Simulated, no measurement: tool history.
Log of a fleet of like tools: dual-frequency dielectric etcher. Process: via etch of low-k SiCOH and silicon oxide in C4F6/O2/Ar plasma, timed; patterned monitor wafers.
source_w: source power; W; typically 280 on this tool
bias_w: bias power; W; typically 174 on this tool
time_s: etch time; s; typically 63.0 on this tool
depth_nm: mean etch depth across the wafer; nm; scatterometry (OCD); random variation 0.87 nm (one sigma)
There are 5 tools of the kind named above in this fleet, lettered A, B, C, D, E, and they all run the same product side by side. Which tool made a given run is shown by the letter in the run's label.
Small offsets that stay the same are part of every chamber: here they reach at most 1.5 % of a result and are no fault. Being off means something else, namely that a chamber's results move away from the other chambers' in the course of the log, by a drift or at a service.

run   hour  source_w  bias_w  time_s  hours since the last wet clean  hours since the last source power generator calibration  hours since the last bias power generator calibration  read-back reference wafer on the same gauge, depth_nm  depth_nm
 1A   11.6       280     174    63.0                           132.9                                                   2799.9                                                  867.7                                                 150.22    151.91
 2E   22.5       280     174    63.0                           448.9                                                    293.7                                                  573.9                                                 150.05    151.79
 3C   34.1       280     174    63.0                           617.2                                                   3479.0                                                  146.8                                                 150.13    151.24
 4D   41.0       280     174    63.0                           160.4                                                    271.9                                                  483.5                                                 149.79    150.50
 5B   49.5       280     174    63.0                           350.5                                                   1874.3                                                 1598.3                                                 149.78    151.20
      52.5  -- chamber E: wet clean of the chamber
 6D   61.0       280     174    63.0                           180.4                                                    291.9                                                  503.5                                                 149.75    151.34
 7C   69.0       280     174    63.0                           652.1                                                   3513.9                                                  181.7                                                 150.16    151.39
 8A   77.1       280     174    63.0                           198.4                                                   2865.4                                                  933.2                                                 150.08    151.97
      85.0  -- chamber C: wet clean of the chamber
 9B   85.6       210     174    72.5                           386.6                                                   1910.4                                                 1634.4                                                 150.04    155.40
10E   93.8       210     174    72.5                            41.4                                                    365.0                                                  645.2                                                 150.21    156.22
11A   99.9       210     174    72.5                           221.2                                                   2888.2                                                  956.0                                                 150.01    155.37
12B  107.7       210     174    72.5                           408.7                                                   1932.5                                                 1656.5                                                 150.20    154.00
13D  115.7       210     174    72.5                           235.1                                                    346.6                                                  558.2                                                 150.15    153.89
14E  122.2       280     174    63.0                            69.8                                                    393.4                                                  673.6                                                 150.08    150.73
15C  129.3       280     174    63.0                            44.3                                                   3574.2                                                  242.0                                                 150.09    150.48
16C  140.8       280     174    63.0                            55.8                                                   3585.7                                                  253.5                                                 150.17    150.47
17D  149.6       280     174    63.0                           269.0                                                    380.5                                                  592.1                                                 150.02    150.04
18A  155.9       280     174    63.0                           277.2                                                   2944.2                                                 1012.0                                                 150.20    150.97
19E  164.2       280     174    63.0                           111.8                                                    435.4                                                  715.6                                                 149.94    152.35
20B  176.0       280     174    63.0                           477.0                                                   2000.8                                                 1724.8                                                 149.94    151.41
21D  184.5       280     174    63.0                           303.9                                                    415.4                                                  627.0                                                 150.11    148.34
22A  190.6       280     174    63.0                           311.9                                                   2978.9                                                 1046.7                                                 150.06    151.08
23B  199.9       250     189    63.0                           500.9                                                   2024.7                                                 1748.7                                                 149.83    146.89
24C  212.0       250     189    63.0                           127.0                                                   3656.9                                                  324.7                                                 149.93    148.25
25E  217.7       250     189    63.0                           165.3                                                    488.9                                                  769.1                                                 149.84    146.86
26A  225.8       250     189    63.0                           347.1                                                   3014.1                                                 1081.9                                                 149.82    149.90
27D  237.8       250     189    63.0                           357.2                                                    468.7                                                  680.3                                                 150.05    147.80
28B  244.7       280     174    63.0                           545.7                                                   2069.5                                                 1793.5                                                 149.98    151.04
29C  252.9       310     187    63.0                           167.9                                                   3697.8                                                  365.6                                                 149.87    161.10
30E  264.5       310     187    63.0                           212.1                                                    535.7                                                  815.9                                                 149.94    160.46
31E  272.4       310     187    63.0                           220.0                                                    543.6                                                  823.8                                                 149.96    160.90
32A  280.4       310     187    63.0                           401.7                                                   3068.7                                                 1136.5                                                 149.98    161.51
33B  286.3       310     187    63.0                           587.3                                                   2111.1                                                 1835.1                                                 150.15    161.53
34C  297.3       280     174    63.0                           212.3                                                   3742.2                                                  410.0                                                 150.17    151.67
     300.4  -- chamber A: wet clean of the chamber
     303.6  -- chamber B: wet clean of the chamber
35D  305.8       280     174    63.0                           425.2                                                    536.7                                                  748.3                                                 149.78    147.51
36D  312.2       280     174    63.0                           431.6                                                    543.1                                                  754.7                                                 150.15    146.42
37C  317.7       280     174    63.0                           232.7                                                   3762.6                                                  430.4                                                 150.09    150.87
38B  325.1       280     174    63.0                            21.6                                                   2149.9                                                 1873.9                                                 150.24    151.79
39A  332.0       280     174    63.0                            31.7                                                   3120.3                                                 1188.1                                                 149.92    151.39
40E  344.1       280     174    63.0                           291.7                                                    615.3                                                  895.5                                                 150.08    149.72
41A  351.7       280     174    63.0                            51.4                                                   3140.0                                                 1207.8                                                 150.05    150.23
42B  359.6       280     174    63.0                            56.1                                                   2184.4                                                 1908.4                                                 150.09    152.52
43E  371.1       280     174    63.0                           318.7                                                    642.3                                                  922.5                                                 150.26    149.59
44D  379.3       280     174    63.0                           498.7                                                    610.2                                                  821.8                                                 149.93    144.05

Each of the 5 chambers runs these same settings next. Fill in every chamber's results:
45A  388.3       280     174    63.0                                                                                                                                                                                                                ?
45B  388.3       280     174    63.0                                                                                                                                                                                                                ?
45C  388.3       280     174    63.0                                                                                                                                                                                                                ?
45D  388.3       280     174    63.0                                                                                                                                                                                                                ?
45E  388.3       280     174    63.0                                                                                                                                                                                                                ?

run  depth_nm
45A    151.19
45B    150.26
45C    150.23
45D    145.18
45E    150.92

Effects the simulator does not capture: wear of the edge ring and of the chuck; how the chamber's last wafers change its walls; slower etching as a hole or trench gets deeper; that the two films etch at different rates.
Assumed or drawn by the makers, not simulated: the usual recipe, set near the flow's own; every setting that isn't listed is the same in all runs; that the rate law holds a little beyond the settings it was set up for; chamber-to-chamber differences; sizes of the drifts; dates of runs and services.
